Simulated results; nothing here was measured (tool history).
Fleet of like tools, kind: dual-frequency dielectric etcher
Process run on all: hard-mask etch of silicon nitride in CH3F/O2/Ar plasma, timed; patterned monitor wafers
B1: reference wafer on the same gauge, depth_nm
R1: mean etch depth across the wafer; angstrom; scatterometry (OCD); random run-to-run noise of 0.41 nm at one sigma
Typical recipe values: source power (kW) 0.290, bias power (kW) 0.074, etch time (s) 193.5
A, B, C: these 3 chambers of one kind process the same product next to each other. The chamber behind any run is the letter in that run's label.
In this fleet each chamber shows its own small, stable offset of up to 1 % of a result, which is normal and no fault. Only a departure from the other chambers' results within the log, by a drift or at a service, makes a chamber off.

Run 1C, hour 3.8: usual settings; B1 100.060. Result: R1 1210.8 angstrom.
Run 2A, hour 6.3: usual settings; B1 100.070. Result: R1 1218.1 angstrom.
Run 3B, hour 9.1: usual settings; B1 100.010. Result: R1 1222.6 angstrom.
Run 4B, hour 11.4: usual settings; B1 99.999. Result: R1 1225.0 angstrom.
Run 5A, hour 15.8: usual settings; B1 99.955. Result: R1 1215.3 angstrom.
Run 6C, hour 18.6: usual settings; B1 99.949. Result: R1 1217.9 angstrom.
Run 7A, hour 21.2: usual settings; B1 99.913. Result: R1 1220.9 angstrom.
Run 8C, hour 26.0: usual settings; B1 99.962. Result: R1 1205.7 angstrom.
Run 9B, hour 30.6: usual settings but bias power (kW) 0.062; B1 100.050. Result: R1 1149.5 angstrom.
Run 10A, hour 34.5: usual settings but bias power (kW) 0.062; B1 99.940. Result: R1 1139.0 angstrom.
Run 11B, hour 37.4: usual settings but bias power (kW) 0.062; B1 100.030. Result: R1 1138.8 angstrom.
Run 12C, hour 40.3: usual settings; B1 99.934. Result: R1 1217.0 angstrom.
Run 13A, hour 43.3: usual settings; B1 100.030. Result: R1 1221.6 angstrom.
Run 14B, hour 46.7: usual settings but bias power (kW) 0.086; B1 100.040. Result: R1 1279.9 angstrom.
Run 15C, hour 51.1: usual settings but bias power (kW) 0.086; B1 99.994. Result: R1 1276.5 angstrom.
Run 16A, hour 54.2: usual settings but bias power (kW) 0.086; B1 100.050. Result: R1 1289.5 angstrom.
Run 17B, hour 57.8: usual settings; B1 99.976. Result: R1 1214.0 angstrom.
Run 18C, hour 60.6: usual settings; B1 100.050. Result: R1 1219.2 angstrom.
Run 19C, hour 62.8: usual settings but source power (kW) 0.260, etch time (s) 175.0; B1 99.911. Result: R1 1053.4 angstrom.
Run 20B, hour 65.9: usual settings but source power (kW) 0.260, etch time (s) 175.0; B1 100.040. Result: R1 1045.6 angstrom.
At hour 66.7: chamber C: bias power generator calibrated.
Run 21A, hour 69.1: usual settings but source power (kW) 0.260, etch time (s) 175.0; B1 99.860. Result: R1 1058.3 angstrom.
Run 22B, hour 72.7: usual settings but bias power (kW) 0.083; B1 100.060. Result: R1 1260.0 angstrom.
Run 23A, hour 75.2: usual settings but bias power (kW) 0.083; B1 99.892. Result: R1 1268.4 angstrom.
Run 24C, hour 78.7: usual settings but bias power (kW) 0.083; B1 100.060. Result: R1 1265.7 angstrom.
Run 25A, hour 83.2: usual settings; B1 100.010. Result: R1 1223.2 angstrom.
Run 26C, hour 85.9: usual settings; B1 99.965. Result: R1 1207.3 angstrom.
Run 27B, hour 90.8: usual settings; B1 99.976. Result: R1 1195.4 angstrom.
Run 28B, hour 93.4: usual settings; B1 100.080. Result: R1 1209.9 angstrom.
Run 29C, hour 96.1: usual settings but source power (kW) 0.350; B1 100.020. Result: R1 1304.0 angstrom.
Run 30A, hour 100.3: usual settings but source power (kW) 0.350; B1 100.020. Result: R1 1304.4 angstrom.
Run 31C, hour 102.7: usual settings but source power (kW) 0.350; B1 99.965. Result: R1 1309.5 angstrom.
Run 32A, hour 106.2: usual settings; B1 99.849. Result: R1 1222.6 angstrom.
Run 33B, hour 109.0: usual settings but bias power (kW) 0.086; B1 100.020. Result: R1 1257.3 angstrom.
Run 34B, hour 113.8: usual settings but bias power (kW) 0.086; B1 99.975. Result: R1 1261.2 angstrom.
Run 35C, hour 116.9: usual settings but bias power (kW) 0.086; B1 99.926. Result: R1 1288.8 angstrom.
Run 36A, hour 120.6: usual settings; B1 100.010. Result: R1 1217.9 angstrom.
Run 37A, hour 123.1: usual settings; B1 100.020. Result: R1 1222.5 angstrom.

Which is it: a chamber that has drifted or been left off by a service, a gauge drift common to all chambers, or only each chamber's usual small offset? If a chamber is off, name it and its likeliest cause.

Little by little, chamber B moves away from the other chambers.
Most likely cause: etch rate under this chamber's usual, % = 2.89.

Below are 4 candidate recipes for chamber B's next run, each the usual settings with a change, their results shown as question marks. Which of them brings B's results back in line with what the other chambers give on the usual settings?
Counts as in line when no further than this from what the other chambers average on the usual settings: R1 15.0 angstrom
Run 38B-1, hour 126.7: usual settings but bias power (kW) 0.075, etch time (s) 201.0. Result: R1 ?.
Run 38B-2, hour 126.7: usual settings but etch time (s) 198.0. Result: R1 ?.
Run 38B-3, hour 126.7: usual settings but etch time (s) 189.5. Result: R1 ?.
Run 38B-4, hour 126.7: usual settings but etch time (s) 184.5. Result: R1 ?.

The mean the other chambers reach with the usual settings: R1 1214.9 angstrom
  run      R1
38B-1  1240.5
38B-2  1216.2
38B-3  1164.0
38B-4  1133.3
38B-2 puts the chamber back in line with the other chambers.
